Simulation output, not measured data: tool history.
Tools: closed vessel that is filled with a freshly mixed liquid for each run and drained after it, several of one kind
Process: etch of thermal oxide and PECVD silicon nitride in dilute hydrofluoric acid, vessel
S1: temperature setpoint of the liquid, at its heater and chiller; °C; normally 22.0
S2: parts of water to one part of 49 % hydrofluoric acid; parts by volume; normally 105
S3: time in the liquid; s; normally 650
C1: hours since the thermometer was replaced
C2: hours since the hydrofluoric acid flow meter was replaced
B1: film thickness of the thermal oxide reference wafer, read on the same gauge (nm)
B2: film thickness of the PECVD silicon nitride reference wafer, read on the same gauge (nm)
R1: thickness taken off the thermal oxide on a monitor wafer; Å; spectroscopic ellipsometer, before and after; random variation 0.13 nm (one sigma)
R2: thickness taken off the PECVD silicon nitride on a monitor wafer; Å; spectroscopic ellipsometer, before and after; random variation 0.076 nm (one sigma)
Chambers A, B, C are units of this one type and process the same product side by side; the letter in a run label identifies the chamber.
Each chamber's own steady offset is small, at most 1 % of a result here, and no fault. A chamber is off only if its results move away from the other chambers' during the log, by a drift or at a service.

{"run": "1C", "hour": 15.6, "S1": 22.0, "S2": 105, "S3": 650, "C1": 1090.7, "C2": 1017.2, "B1": 99.999, "B2": 60.011, "R1": 265.35, "R2": 92.983}
{"run": "2B", "hour": 28.6, "S1": 22.0, "S2": 105, "S3": 650, "C1": 887.3, "C2": 643.4, "B1": 100.01, "B2": 59.995, "R1": 265.59, "R2": 92.412}
{"run": "3A", "hour": 39.2, "S1": 22.0, "S2": 105, "S3": 650, "C1": 531.2, "C2": 1084.1, "B1": 100.03, "B2": 60.001, "R1": 269.75, "R2": 91.788}
{"run": "4A", "hour": 48.8, "S1": 22.0, "S2": 105, "S3": 650, "C1": 540.8, "C2": 1093.7, "B1": 100.02, "B2": 60.023, "R1": 268.35, "R2": 93.275}
{"run": "5C", "hour": 60.0, "S1": 22.0, "S2": 105, "S3": 650, "C1": 1135.1, "C2": 1061.6, "B1": 100.01, "B2": 60.007, "R1": 266.15, "R2": 92.125}
{"run": "6B", "hour": 67.5, "S1": 22.0, "S2": 105, "S3": 650, "C1": 926.2, "C2": 682.3, "B1": 100.01, "B2": 60.021, "R1": 265.02, "R2": 92.729}
{"run": "7B", "hour": 83.1, "S1": 22.0, "S2": 105, "S3": 650, "C1": 941.8, "C2": 697.9, "B1": 100.01, "B2": 60.03, "R1": 266.64, "R2": 92.992}
{"run": "8C", "hour": 96.0, "S1": 22.0, "S2": 105, "S3": 650, "C1": 1171.1, "C2": 1097.6, "B1": 99.972, "B2": 59.964, "R1": 267.35, "R2": 93.046}
{"run": "9A", "hour": 105.0, "S1": 22.0, "S2": 60, "S3": 365, "C1": 597.0, "C2": 1149.9, "B1": 99.99, "B2": 59.981, "R1": 279.67, "R2": 89.363}
{"run": "10B", "hour": 117.4, "S1": 22.0, "S2": 60, "S3": 365, "C1": 976.1, "C2": 732.2, "B1": 99.963, "B2": 59.991, "R1": 277.0, "R2": 91.189}
{"run": "11C", "hour": 130.4, "S1": 22.0, "S2": 60, "S3": 365, "C1": 1205.5, "C2": 1132.0, "B1": 100.0, "B2": 60.006, "R1": 279.42, "R2": 91.102}
{"run": "12A", "hour": 145.1, "S1": 22.0, "S2": 105, "S3": 650, "C1": 637.1, "C2": 1190.0, "B1": 99.973, "B2": 59.957, "R1": 270.09, "R2": 92.395}
{"run": "13C", "hour": 153.5, "S1": 22.0, "S2": 105, "S3": 650, "C1": 1228.6, "C2": 1155.1, "B1": 100.02, "B2": 59.945, "R1": 269.06, "R2": 92.141}
{"run": "14A", "hour": 167.3, "S1": 22.0, "S2": 105, "S3": 930, "C1": 659.3, "C2": 1212.2, "B1": 99.976, "B2": 60.027, "R1": 381.27, "R2": 130.93}
{"run": "15B", "hour": 175.0, "S1": 22.0, "S2": 105, "S3": 930, "C1": 1033.7, "C2": 789.8, "B1": 99.954, "B2": 59.995, "R1": 380.54, "R2": 133.28}
{"run": "16A", "hour": 190.5, "S1": 22.0, "S2": 105, "S3": 930, "C1": 682.5, "C2": 1235.4, "B1": 100.0, "B2": 59.973, "R1": 386.03, "R2": 129.53}
{"run": "17B", "hour": 199.1, "S1": 22.0, "S2": 105, "S3": 650, "C1": 1057.8, "C2": 813.9, "B1": 100.0, "B2": 59.953, "R1": 266.37, "R2": 94.158}
{"run": "18C", "hour": 211.1, "S1": 22.0, "S2": 105, "S3": 650, "C1": 1286.2, "C2": 1212.7, "B1": 100.03, "B2": 60.006, "R1": 267.22, "R2": 92.302}
{"run": "19B", "hour": 225.5, "S1": 18.5, "S2": 105, "S3": 470, "C1": 1084.2, "C2": 840.3, "B1": 99.999, "B2": 59.993, "R1": 167.67, "R2": 53.239}
{"run": "20C", "hour": 235.9, "S1": 18.5, "S2": 105, "S3": 470, "C1": 1311.0, "C2": 1237.5, "B1": 100.03, "B2": 60.045, "R1": 165.81, "R2": 52.098}
{"run": "21A", "hour": 250.5, "S1": 18.5, "S2": 105, "S3": 470, "C1": 742.5, "C2": 1295.4, "B1": 99.979, "B2": 60.04, "R1": 168.8, "R2": 53.498}
{"run": "22B", "hour": 260.6, "S1": 22.0, "S2": 105, "S3": 650, "C1": 1119.3, "C2": 875.4, "B1": 99.98, "B2": 59.985, "R1": 265.78, "R2": 92.266}

Read the log: is a single chamber off, either drifting away or since a service, is the gauge that measures every chamber drifting, or is nothing wrong beyond small per-chamber offsets? Name any odd chamber and what most likely caused it.

Nothing is wrong: each chamber keeps only its own small, steady offset and the gauge holds still.
